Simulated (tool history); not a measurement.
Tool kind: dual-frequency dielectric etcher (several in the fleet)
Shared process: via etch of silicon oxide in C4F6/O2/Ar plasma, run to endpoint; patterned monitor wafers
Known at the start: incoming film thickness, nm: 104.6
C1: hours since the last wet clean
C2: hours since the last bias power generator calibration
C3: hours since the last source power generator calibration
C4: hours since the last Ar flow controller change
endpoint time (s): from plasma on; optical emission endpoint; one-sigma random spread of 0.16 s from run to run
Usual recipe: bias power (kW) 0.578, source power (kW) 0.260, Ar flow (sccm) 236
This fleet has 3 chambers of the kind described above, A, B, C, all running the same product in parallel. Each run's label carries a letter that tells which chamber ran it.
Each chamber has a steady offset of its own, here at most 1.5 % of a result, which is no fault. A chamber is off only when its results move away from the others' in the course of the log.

run 1C hour=2.9 | bias_power_(kW)=0.578 source_power_(kW)=0.260 Ar_flow_(sccm)=236 | C1=32.2 C2=4101.1 C3=2587.4 C4=1199.4 | endpoint_time_(s)=24.992
run 2A hour=5.3 | bias_power_(kW)=0.578 source_power_(kW)=0.260 Ar_flow_(sccm)=236 | C1=408.8 C2=2665.5 C3=1064.9 C4=81.2 | endpoint_time_(s)=24.497
-- hour=6.5 chamber C: bias power generator calibrated
run 3B hour=8.2 | bias_power_(kW)=0.578 source_power_(kW)=0.260 Ar_flow_(sccm)=236 | C1=486.7 C2=1830.9 C3=201.1 C4=382.4 | endpoint_time_(s)=24.699
run 4C hour=12.8 | bias_power_(kW)=0.578 source_power_(kW)=0.260 Ar_flow_(sccm)=236 | C1=42.1 C2=6.4 C3=2597.3 C4=1209.3 | endpoint_time_(s)=25.360
run 5B hour=15.6 | bias_power_(kW)=0.578 source_power_(kW)=0.280 Ar_flow_(sccm)=181 | C1=494.1 C2=1838.3 C3=208.5 C4=389.8 | endpoint_time_(s)=23.545
run 6A hour=18.9 | bias_power_(kW)=0.578 source_power_(kW)=0.280 Ar_flow_(sccm)=181 | C1=422.4 C2=2679.1 C3=1078.5 C4=94.8 | endpoint_time_(s)=23.302
run 7A hour=23.2 | bias_power_(kW)=0.578 source_power_(kW)=0.280 Ar_flow_(sccm)=181 | C1=426.7 C2=2683.4 C3=1082.8 C4=99.1 | endpoint_time_(s)=23.462
run 8B hour=27.0 | bias_power_(kW)=0.578 source_power_(kW)=0.260 Ar_flow_(sccm)=236 | C1=505.5 C2=1849.7 C3=219.9 C4=401.2 | endpoint_time_(s)=24.709
run 9C hour=31.4 | bias_power_(kW)=0.518 source_power_(kW)=0.260 Ar_flow_(sccm)=236 | C1=60.7 C2=25.0 C3=2615.9 C4=1227.9 | endpoint_time_(s)=26.304
run 10B hour=36.0 | bias_power_(kW)=0.518 source_power_(kW)=0.260 Ar_flow_(sccm)=236 | C1=514.5 C2=1858.7 C3=228.9 C4=410.2 | endpoint_time_(s)=25.914
run 11C hour=40.1 | bias_power_(kW)=0.518 source_power_(kW)=0.260 Ar_flow_(sccm)=236 | C1=69.4 C2=33.7 C3=2624.6 C4=1236.6 | endpoint_time_(s)=26.345
-- hour=41.7 chamber B: wet clean of the chamber
run 12A hour=42.4 | bias_power_(kW)=0.660 source_power_(kW)=0.260 Ar_flow_(sccm)=236 | C1=445.9 C2=2702.6 C3=1102.0 C4=118.3 | endpoint_time_(s)=23.279
-- hour=44.4 chamber A: wet clean of the chamber
run 13B hour=45.8 | bias_power_(kW)=0.660 source_power_(kW)=0.260 Ar_flow_(sccm)=236 | C1=4.1 C2=1868.5 C3=238.7 C4=420.0 | endpoint_time_(s)=22.967
run 14A hour=47.8 | bias_power_(kW)=0.660 source_power_(kW)=0.260 Ar_flow_(sccm)=236 | C1=3.4 C2=2708.0 C3=1107.4 C4=123.7 | endpoint_time_(s)=23.378
run 15C hour=51.6 | bias_power_(kW)=0.578 source_power_(kW)=0.260 Ar_flow_(sccm)=236 | C1=80.9 C2=45.2 C3=2636.1 C4=1248.1 | endpoint_time_(s)=24.983
run 16C hour=54.4 | bias_power_(kW)=0.578 source_power_(kW)=0.260 Ar_flow_(sccm)=236 | C1=83.7 C2=48.0 C3=2638.9 C4=1250.9 | endpoint_time_(s)=25.568
run 17B hour=56.9 | bias_power_(kW)=0.578 source_power_(kW)=0.260 Ar_flow_(sccm)=236 | C1=15.2 C2=1879.6 C3=249.8 C4=431.1 | endpoint_time_(s)=23.778
run 18A hour=59.4 | bias_power_(kW)=0.578 source_power_(kW)=0.260 Ar_flow_(sccm)=236 | C1=15.0 C2=2719.6 C3=1119.0 C4=135.3 | endpoint_time_(s)=24.841
run 19C hour=64.0 | bias_power_(kW)=0.578 source_power_(kW)=0.260 Ar_flow_(sccm)=236 | C1=93.3 C2=57.6 C3=2648.5 C4=1260.5 | endpoint_time_(s)=25.325
run 20B hour=66.9 | bias_power_(kW)=0.578 source_power_(kW)=0.260 Ar_flow_(sccm)=236 | C1=25.2 C2=1889.6 C3=259.8 C4=441.1 | endpoint_time_(s)=23.880
run 21A hour=70.5 | bias_power_(kW)=0.578 source_power_(kW)=0.260 Ar_flow_(sccm)=236 | C1=26.1 C2=2730.7 C3=1130.1 C4=146.4 | endpoint_time_(s)=24.825
run 22B hour=74.6 | bias_power_(kW)=0.578 source_power_(kW)=0.260 Ar_flow_(sccm)=236 | C1=32.9 C2=1897.3 C3=267.5 C4=448.8 | endpoint_time_(s)=23.946
run 23A hour=77.9 | bias_power_(kW)=0.578 source_power_(kW)=0.260 Ar_flow_(sccm)=236 | C1=33.5 C2=2738.1 C3=1137.5 C4=153.8 | endpoint_time_(s)=24.649
run 24C hour=82.4 | bias_power_(kW)=0.578 source_power_(kW)=0.260 Ar_flow_(sccm)=236 | C1=111.7 C2=76.0 C3=2666.9 C4=1278.9 | endpoint_time_(s)=25.165
run 25C hour=86.1 | bias_power_(kW)=0.578 source_power_(kW)=0.260 Ar_flow_(sccm)=236 | C1=115.4 C2=79.7 C3=2670.6 C4=1282.6 | endpoint_time_(s)=24.983
run 26B hour=89.9 | bias_power_(kW)=0.578 source_power_(kW)=0.260 Ar_flow_(sccm)=236 | C1=48.2 C2=1912.6 C3=282.8 C4=464.1 | endpoint_time_(s)=23.915
run 27A hour=93.6 | bias_power_(kW)=0.578 source_power_(kW)=0.260 Ar_flow_(sccm)=236 | C1=49.2 C2=2753.8 C3=1153.2 C4=169.5 | endpoint_time_(s)=24.517

Next, all 3 chambers run the settings below, one line each with question marks for the results. What does each chamber give?
run 28A hour=97.0 | bias_power_(kW)=0.635 source_power_(kW)=0.260 Ar_flow_(sccm)=236 | endpoint_time_(s)=?
run 28B hour=97.0 | bias_power_(kW)=0.635 source_power_(kW)=0.260 Ar_flow_(sccm)=236 | endpoint_time_(s)=?
run 28C hour=97.0 | bias_power_(kW)=0.635 source_power_(kW)=0.260 Ar_flow_(sccm)=236 | endpoint_time_(s)=?

run=28A endpoint_time_(s)=23.764
run=28B endpoint_time_(s)=23.393
run=28C endpoint_time_(s)=24.577

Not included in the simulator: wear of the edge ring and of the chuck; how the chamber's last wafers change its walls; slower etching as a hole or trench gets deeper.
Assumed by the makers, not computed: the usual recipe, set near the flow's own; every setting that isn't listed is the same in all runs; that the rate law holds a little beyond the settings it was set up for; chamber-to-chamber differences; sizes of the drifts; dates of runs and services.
